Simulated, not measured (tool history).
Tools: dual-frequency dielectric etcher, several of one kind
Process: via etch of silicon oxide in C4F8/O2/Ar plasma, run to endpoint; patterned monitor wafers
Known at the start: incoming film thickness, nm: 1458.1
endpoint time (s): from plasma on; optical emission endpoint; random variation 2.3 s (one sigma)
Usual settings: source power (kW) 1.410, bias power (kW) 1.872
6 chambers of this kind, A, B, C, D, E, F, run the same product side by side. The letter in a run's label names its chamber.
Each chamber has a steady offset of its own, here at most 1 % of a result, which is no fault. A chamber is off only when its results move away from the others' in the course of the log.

run,hour,source power (kW),bias power (kW),endpoint time (s)
1D,10.6,1.410,1.872,336.55
# hour 12.2: chamber D: wet clean of the chamber
# hour 14.8: chamber E: bias power generator calibrated
2A,22.2,1.410,1.872,337.29
# hour 28.8: chamber E: wet clean of the chamber
3F,31.5,1.410,1.872,332.30
4C,38.1,1.410,1.872,336.53
5E,45.5,1.410,1.872,333.37
6B,55.9,1.410,1.872,334.74
# hour 60.9: chamber D: bias power generator calibrated
7C,62.8,1.410,1.872,340.65
8D,71.1,1.410,1.872,337.65
9B,80.1,1.410,1.872,335.66
10E,88.7,1.410,1.872,338.95
11F,99.6,1.410,1.872,331.26
# hour 111.7: chamber F: wet clean of the chamber
12A,112.7,1.410,1.872,334.76
13C,121.6,1.410,1.872,339.98
14E,130.3,1.410,1.872,338.34
15F,142.7,1.650,1.472,318.75
16D,154.3,1.650,1.472,338.85
17A,160.7,1.650,1.472,341.26
18B,173.1,1.650,1.472,334.87
19C,179.3,1.650,1.472,341.71
20E,187.2,1.650,1.472,340.05
21D,196.6,1.410,1.872,339.60
# hour 205.1: chamber B: wet clean of the chamber
22A,209.5,1.410,1.872,336.93
23F,220.4,1.410,1.872,317.79
24B,233.5,1.410,1.872,331.07
25D,239.4,1.410,1.872,338.31
26C,250.7,1.410,1.872,341.34
# hour 252.6: chamber C: wet clean of the chamber
27B,260.1,1.410,1.872,333.33
28E,268.6,1.410,1.872,335.55
29A,281.0,1.410,1.872,334.90
30F,288.8,1.410,1.872,318.79
31D,295.1,1.250,1.872,351.28
32C,307.1,1.250,1.872,354.17
33E,316.4,1.250,1.872,349.76
34F,322.3,1.250,1.872,332.31
35A,331.5,1.250,1.872,354.64
36B,339.6,1.250,1.872,349.35
# hour 345.1: chamber A: wet clean of the chamber
37D,346.9,1.410,1.872,340.54
38C,358.3,1.270,1.636,365.45
39A,369.7,1.270,1.636,365.35

Next, every chamber runs the same settings. What will each give?
40A,379.1,1.410,1.872,?
40B,379.1,1.410,1.872,?
40C,379.1,1.410,1.872,?
40D,379.1,1.410,1.872,?
40E,379.1,1.410,1.872,?
40F,379.1,1.410,1.872,?

run,endpoint time (s)
40A,338.05
40B,332.61
40C,342.59
40D,337.96
40E,335.28
40F,312.87
